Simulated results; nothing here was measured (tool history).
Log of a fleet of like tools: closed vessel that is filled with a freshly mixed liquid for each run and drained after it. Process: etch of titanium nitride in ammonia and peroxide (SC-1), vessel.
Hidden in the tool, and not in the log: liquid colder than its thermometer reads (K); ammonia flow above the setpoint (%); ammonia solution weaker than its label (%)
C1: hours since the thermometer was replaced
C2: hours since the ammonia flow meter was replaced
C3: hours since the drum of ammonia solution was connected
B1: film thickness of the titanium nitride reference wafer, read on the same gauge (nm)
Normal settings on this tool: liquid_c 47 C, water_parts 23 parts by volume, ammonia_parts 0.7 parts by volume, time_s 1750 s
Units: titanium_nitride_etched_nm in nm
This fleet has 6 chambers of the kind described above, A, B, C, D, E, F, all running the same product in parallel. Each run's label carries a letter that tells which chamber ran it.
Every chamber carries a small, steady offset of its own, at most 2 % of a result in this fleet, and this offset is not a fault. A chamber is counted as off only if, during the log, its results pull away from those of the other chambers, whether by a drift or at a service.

{"run": "1E", "hour": 13.4, "liquid_c": 47, "water_parts": 23, "ammonia_parts": 0.7, "time_s": 1750, "C1": 680.5, "C2": 195.6, "C3": 18, "B1": 50.022, "titanium_nitride_etched_nm": 43.796}
{"run": "2C", "hour": 26.2, "liquid_c": 47, "water_parts": 23, "ammonia_parts": 0.7, "time_s": 1750, "C1": 2125.5, "C2": 645.7, "C3": 248.9, "B1": 49.99, "titanium_nitride_etched_nm": 44.15}
{"run": "3F", "hour": 39.8, "liquid_c": 47, "water_parts": 23, "ammonia_parts": 0.7, "time_s": 1750, "C1": 139.9, "C2": 511.7, "C3": 93.1, "B1": 49.996, "titanium_nitride_etched_nm": 44.322}
{"hour": 41.5, "done": "chamber C: thermometer replaced"}
{"run": "4B", "hour": 48.6, "liquid_c": 47, "water_parts": 23, "ammonia_parts": 0.7, "time_s": 1750, "C1": 69.1, "C2": 878.1, "C3": 496, "B1": 50.016, "titanium_nitride_etched_nm": 43.96}
{"run": "5D", "hour": 61.6, "liquid_c": 47, "water_parts": 23, "ammonia_parts": 0.7, "time_s": 1750, "C1": 1138.4, "C2": 1286.4, "C3": 773.5, "B1": 49.992, "titanium_nitride_etched_nm": 44.607}
{"run": "6A", "hour": 69.6, "liquid_c": 47, "water_parts": 23, "ammonia_parts": 0.7, "time_s": 1750, "C1": 204.6, "C2": 1852.4, "C3": 494, "B1": 49.975, "titanium_nitride_etched_nm": 44.11}
{"run": "7B", "hour": 78.6, "liquid_c": 47, "water_parts": 23, "ammonia_parts": 0.7, "time_s": 1750, "C1": 99.1, "C2": 908.1, "C3": 526, "B1": 50.04, "titanium_nitride_etched_nm": 43.715}
{"run": "8D", "hour": 91.4, "liquid_c": 47, "water_parts": 23, "ammonia_parts": 0.7, "time_s": 1315, "C1": 1168.2, "C2": 1316.2, "C3": 803.3, "B1": 49.991, "titanium_nitride_etched_nm": 33.475}
{"run": "9E", "hour": 99.3, "liquid_c": 47, "water_parts": 23, "ammonia_parts": 0.7, "time_s": 1315, "C1": 766.4, "C2": 281.5, "C3": 103.9, "B1": 50.01, "titanium_nitride_etched_nm": 32.945}
{"hour": 114.4, "done": "chamber C: new drum of ammonia solution connected"}
{"run": "10A", "hour": 115.1, "liquid_c": 47, "water_parts": 23, "ammonia_parts": 0.7, "time_s": 1315, "C1": 250.1, "C2": 1897.9, "C3": 539.5, "B1": 49.989, "titanium_nitride_etched_nm": 33.454}
{"hour": 126.2, "done": "chamber B: new drum of ammonia solution connected"}
{"run": "11C", "hour": 130.3, "liquid_c": 47, "water_parts": 23, "ammonia_parts": 0.7, "time_s": 1315, "C1": 88.9, "C2": 749.8, "C3": 15.9, "B1": 50.01, "titanium_nitride_etched_nm": 33.188}
{"run": "12F", "hour": 137.7, "liquid_c": 47, "water_parts": 23, "ammonia_parts": 0.7, "time_s": 1315, "C1": 237.8, "C2": 609.6, "C3": 191, "B1": 49.981, "titanium_nitride_etched_nm": 33.109}
{"run": "13D", "hour": 150.1, "liquid_c": 47, "water_parts": 23, "ammonia_parts": 0.7, "time_s": 1315, "C1": 1226.9, "C2": 1374.9, "C3": 862, "B1": 50.021, "titanium_nitride_etched_nm": 33.579}
{"run": "14C", "hour": 159.4, "liquid_c": 47, "water_parts": 23, "ammonia_parts": 0.7, "time_s": 1750, "C1": 118, "C2": 778.9, "C3": 45, "B1": 50.014, "titanium_nitride_etched_nm": 44.408}
{"run": "15E", "hour": 173.5, "liquid_c": 47, "water_parts": 23, "ammonia_parts": 0.7, "time_s": 1750, "C1": 840.6, "C2": 355.7, "C3": 178.1, "B1": 49.959, "titanium_nitride_etched_nm": 43.559}
{"run": "16A", "hour": 185.8, "liquid_c": 47, "water_parts": 23, "ammonia_parts": 0.7, "time_s": 1750, "C1": 320.8, "C2": 1968.6, "C3": 610.2, "B1": 49.982, "titanium_nitride_etched_nm": 44.601}
{"run": "17F", "hour": 200.9, "liquid_c": 39, "water_parts": 23, "ammonia_parts": 0.7, "time_s": 1750, "C1": 301, "C2": 672.8, "C3": 254.2, "B1": 49.975, "titanium_nitride_etched_nm": 24.889}
{"run": "18B", "hour": 208.7, "liquid_c": 39, "water_parts": 23, "ammonia_parts": 0.7, "time_s": 1750, "C1": 229.2, "C2": 1038.2, "C3": 82.6, "B1": 50.017, "titanium_nitride_etched_nm": 24.559}
{"run": "19B", "hour": 222.7, "liquid_c": 39, "water_parts": 23, "ammonia_parts": 0.7, "time_s": 1750, "C1": 243.2, "C2": 1052.2, "C3": 96.6, "B1": 49.992, "titanium_nitride_etched_nm": 24.282}
{"run": "20E", "hour": 232.0, "liquid_c": 39, "water_parts": 23, "ammonia_parts": 0.7, "time_s": 1750, "C1": 899.1, "C2": 414.2, "C3": 236.6, "B1": 49.958, "titanium_nitride_etched_nm": 24.613}
{"run": "21F", "hour": 247.6, "liquid_c": 39, "water_parts": 23, "ammonia_parts": 0.7, "time_s": 1750, "C1": 347.7, "C2": 719.5, "C3": 300.9, "B1": 49.995, "titanium_nitride_etched_nm": 24.9}
{"hour": 248.0, "done": "chamber D: new drum of ammonia solution connected"}
{"run": "22A", "hour": 255.5, "liquid_c": 39, "water_parts": 23, "ammonia_parts": 0.7, "time_s": 1750, "C1": 390.5, "C2": 2038.3, "C3": 679.9, "B1": 49.978, "titanium_nitride_etched_nm": 25.005}
{"run": "23C", "hour": 267.7, "liquid_c": 47, "water_parts": 23, "ammonia_parts": 0.7, "time_s": 1750, "C1": 226.3, "C2": 887.2, "C3": 153.3, "B1": 50.039, "titanium_nitride_etched_nm": 44.104}
{"run": "24D", "hour": 275.0, "liquid_c": 47, "water_parts": 23, "ammonia_parts": 0.7, "time_s": 1750, "C1": 1351.8, "C2": 1499.8, "C3": 27.1, "B1": 49.992, "titanium_nitride_etched_nm": 44.059}
{"hour": 285.6, "done": "chamber E: new drum of ammonia solution connected"}
{"run": "25A", "hour": 287.3, "liquid_c": 47, "water_parts": 23, "ammonia_parts": 0.7, "time_s": 1750, "C1": 422.3, "C2": 2070.1, "C3": 711.7, "B1": 50.026, "titanium_nitride_etched_nm": 44.654}
{"hour": 287.8, "done": "chamber E: thermometer replaced"}
{"run": "26B", "hour": 300.7, "liquid_c": 47, "water_parts": 23, "ammonia_parts": 0.7, "time_s": 1750, "C1": 321.2, "C2": 1130.2, "C3": 174.6, "B1": 49.998, "titanium_nitride_etched_nm": 44.013}
{"run": "27E", "hour": 312.1, "liquid_c": 47, "water_parts": 23, "ammonia_parts": 0.6, "time_s": 1255, "C1": 24.4, "C2": 494.3, "C3": 26.5, "B1": 49.971, "titanium_nitride_etched_nm": 30.747}
{"run": "28F", "hour": 321.9, "liquid_c": 47, "water_parts": 23, "ammonia_parts": 0.6, "time_s": 1255, "C1": 422, "C2": 793.8, "C3": 375.2, "B1": 49.989, "titanium_nitride_etched_nm": 30.89}
{"run": "29C", "hour": 337.0, "liquid_c": 47, "water_parts": 23, "ammonia_parts": 0.6, "time_s": 1255, "C1": 295.6, "C2": 956.5, "C3": 222.6, "B1": 50.004, "titanium_nitride_etched_nm": 30.636}
{"run": "30D", "hour": 348.6, "liquid_c": 47, "water_parts": 23, "ammonia_parts": 0.6, "time_s": 1255, "C1": 1425.4, "C2": 1573.4, "C3": 100.7, "B1": 50.014, "titanium_nitride_etched_nm": 30.18}
{"run": "31E", "hour": 361.3, "liquid_c": 47, "water_parts": 23, "ammonia_parts": 0.6, "time_s": 1255, "C1": 73.6, "C2": 543.5, "C3": 75.7, "B1": 49.987, "titanium_nitride_etched_nm": 30.716}
{"run": "32F", "hour": 373.7, "liquid_c": 47, "water_parts": 23, "ammonia_parts": 0.6, "time_s": 1255, "C1": 473.8, "C2": 845.6, "C3": 427, "B1": 50, "titanium_nitride_etched_nm": 31.023}
{"run": "33D", "hour": 384.5, "liquid_c": 47, "water_parts": 23, "ammonia_parts": 0.7, "time_s": 1750, "C1": 1461.3, "C2": 1609.3, "C3": 136.6, "B1": 49.981, "titanium_nitride_etched_nm": 43.185}
{"run": "34A", "hour": 392.9, "liquid_c": 47, "water_parts": 23, "ammonia_parts": 0.7, "time_s": 1750, "C1": 527.9, "C2": 2175.7, "C3": 817.3, "B1": 49.985, "titanium_nitride_etched_nm": 44.921}
{"run": "35B", "hour": 408.2, "liquid_c": 47, "water_parts": 23, "ammonia_parts": 0.7, "time_s": 1750, "C1": 428.7, "C2": 1237.7, "C3": 282.1, "B1": 50.014, "titanium_nitride_etched_nm": 43.923}
{"run": "36C", "hour": 420.2, "liquid_c": 47, "water_parts": 23, "ammonia_parts": 0.7, "time_s": 1750, "C1": 378.8, "C2": 1039.7, "C3": 305.8, "B1": 50.002, "titanium_nitride_etched_nm": 44.045}
{"run": "37B", "hour": 427.3, "liquid_c": 47, "water_parts": 23, "ammonia_parts": 0.7, "time_s": 1750, "C1": 447.8, "C2": 1256.8, "C3": 301.2, "B1": 49.992, "titanium_nitride_etched_nm": 43.872}

All chambers now run identical settings, listed one chamber a line with results as question marks. What results will each chamber show?
{"run": "38A", "hour": 438.7, "liquid_c": 47, "water_parts": 33.5, "ammonia_parts": 0.7, "time_s": 1750, "titanium_nitride_etched_nm": "?"}
{"run": "38B", "hour": 438.7, "liquid_c": 47, "water_parts": 33.5, "ammonia_parts": 0.7, "time_s": 1750, "titanium_nitride_etched_nm": "?"}
{"run": "38C", "hour": 438.7, "liquid_c": 47, "water_parts": 33.5, "ammonia_parts": 0.7, "time_s": 1750, "titanium_nitride_etched_nm": "?"}
{"run": "38D", "hour": 438.7, "liquid_c": 47, "water_parts": 33.5, "ammonia_parts": 0.7, "time_s": 1750, "titanium_nitride_etched_nm": "?"}
{"run": "38E", "hour": 438.7, "liquid_c": 47, "water_parts": 33.5, "ammonia_parts": 0.7, "time_s": 1750, "titanium_nitride_etched_nm": "?"}
{"run": "38F", "hour": 438.7, "liquid_c": 47, "water_parts": 33.5, "ammonia_parts": 0.7, "time_s": 1750, "titanium_nitride_etched_nm": "?"}

run=38A titanium_nitride_etched_nm=36.12
run=38B titanium_nitride_etched_nm=35.694
run=38C titanium_nitride_etched_nm=35.614
run=38D titanium_nitride_etched_nm=34.719
run=38E titanium_nitride_etched_nm=35.396
run=38F titanium_nitride_etched_nm=35.732
